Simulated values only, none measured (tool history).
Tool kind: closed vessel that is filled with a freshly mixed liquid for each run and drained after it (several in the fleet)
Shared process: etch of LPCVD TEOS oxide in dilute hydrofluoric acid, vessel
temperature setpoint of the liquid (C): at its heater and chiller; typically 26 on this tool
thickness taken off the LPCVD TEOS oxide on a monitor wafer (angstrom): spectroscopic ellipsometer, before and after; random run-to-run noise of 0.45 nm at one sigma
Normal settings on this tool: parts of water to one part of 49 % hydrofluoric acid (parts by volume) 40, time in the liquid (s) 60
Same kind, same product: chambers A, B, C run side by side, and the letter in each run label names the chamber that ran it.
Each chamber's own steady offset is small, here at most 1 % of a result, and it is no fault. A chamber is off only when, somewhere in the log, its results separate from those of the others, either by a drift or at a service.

run    day  temperature setpoint of the liquid (C)  parts of water to one part of 49 % hydrofluoric acid (parts by volume)  time in the liquid (s)  hours since the thermometer was replaced  hours since the hydrofluoric acid flow meter was replaced  read-back film thickness of the LPCVD TEOS oxide reference wafer, read on the same gauge (nm)  thickness taken off the LPCVD TEOS oxide on a monitor wafer (angstrom)
 1C  0.442                                      26                                                                      40                      60                                    1233.6                                                     1034.8                                                                                         29.992                                                                  994.16
 2B  0.904                                      26                                                                      40                      60                                      2258                                                     1107.8                                                                                          29.99                                                                  985.33
 3A  1.183                                      26                                                                      40                      60                                     342.8                                                      346.4                                                                                         30.029                                                                  983.09
 4B  1.492                                      26                                                                      40                      60                                    2272.1                                                     1121.9                                                                                         29.996                                                                  988.07
 5A  1.733                                      26                                                                      40                      60                                       356                                                      359.6                                                                                         30.007                                                                     979
 6C  1.967                                    30.5                                                                      40                      95                                    1270.2                                                     1071.4                                                                                         30.006                                                                  1867.3
 7A  2.221                                    30.5                                                                      40                      95                                     367.7                                                      371.3                                                                                         30.012                                                                  1870.6
 8C  2.533                                    30.5                                                                      40                      95                                    1283.8                                                       1085                                                                                         29.983                                                                  1862.3
     2.754  -- chamber C: hydrofluoric acid flow meter replaced
 9B  2.942                                      26                                                                      40                      60                                    2306.9                                                     1156.7                                                                                         30.024                                                                  989.09
10B  3.212                                      26                                                                      40                      60                                    2313.4                                                     1163.2                                                                                         30.006                                                                  990.66
11A  3.621                                      26                                                                      40                      60                                     401.3                                                      404.9                                                                                         29.983                                                                  977.74
12C  3.846                                      26                                                                      40                      60                                    1315.3                                                       26.3                                                                                         29.997                                                                  977.65
13B  4.317                                      26                                                                      40                      60                                    2339.9                                                     1189.7                                                                                         30.006                                                                  987.06
14C  4.579                                      26                                                                      40                      60                                    1332.9                                                       43.9                                                                                         30.012                                                                  969.43
15A  4.971                                      26                                                                      40                      50                                     433.7                                                      437.3                                                                                         29.982                                                                  813.82
16C  5.279                                      26                                                                      40                      50                                    1349.7                                                       60.7                                                                                         29.977                                                                  798.58
17A   5.75                                      26                                                                      40                      50                                     452.4                                                        456                                                                                         29.984                                                                  823.85
18B   6.15                                      26                                                                      40                      60                                    2383.9                                                     1233.7                                                                                         30.009                                                                  988.78
19B  6.621                                      26                                                                      40                      60                                    2395.2                                                       1245                                                                                         30.013                                                                  992.95
20C      7                                      26                                                                      40                      60                                      1391                                                        102                                                                                         29.979                                                                  951.97
21A  7.279                                      26                                                                      40                      60                                     489.1                                                      492.7                                                                                         30.021                                                                  985.36
22C  7.492                                      26                                                                      40                      60                                    1402.8                                                      113.8                                                                                         29.986                                                                  948.78
23B  7.771                                      26                                                                      40                      60                                    2422.8                                                     1272.6                                                                                         29.989                                                                  995.48
       7.9  -- chamber B: hydrofluoric acid flow meter replaced
24A  8.021                                      26                                                                      40                      60                                     506.9                                                      510.5                                                                                         29.999                                                                  986.83
25A  8.312                                      26                                                                      40                      60                                     513.9                                                      517.5                                                                                         30.005                                                                  975.31
26C  8.758                                      26                                                                      40                      60                                    1433.2                                                      144.2                                                                                         29.996                                                                  934.74
27B  9.196                                      26                                                                      40                      60                                      2457                                                       31.1                                                                                         30.022                                                                  990.44

All 3 chambers run these settings next. Forecast each chamber's results:
28A  9.533                                    21.5                                                                      40                      60                                                                                                                                                                                                                                                                           ?
28B  9.533                                    21.5                                                                      40                      60                                                                                                                                                                                                                                                                           ?
28C  9.533                                    21.5                                                                      40                      60                                                                                                                                                                                                                                                                           ?

run  thickness taken off the LPCVD TEOS oxide on a monitor wafer (angstrom)
28A                                                                  816.34
28B                                                                  823.66
28C                                                                  760.34
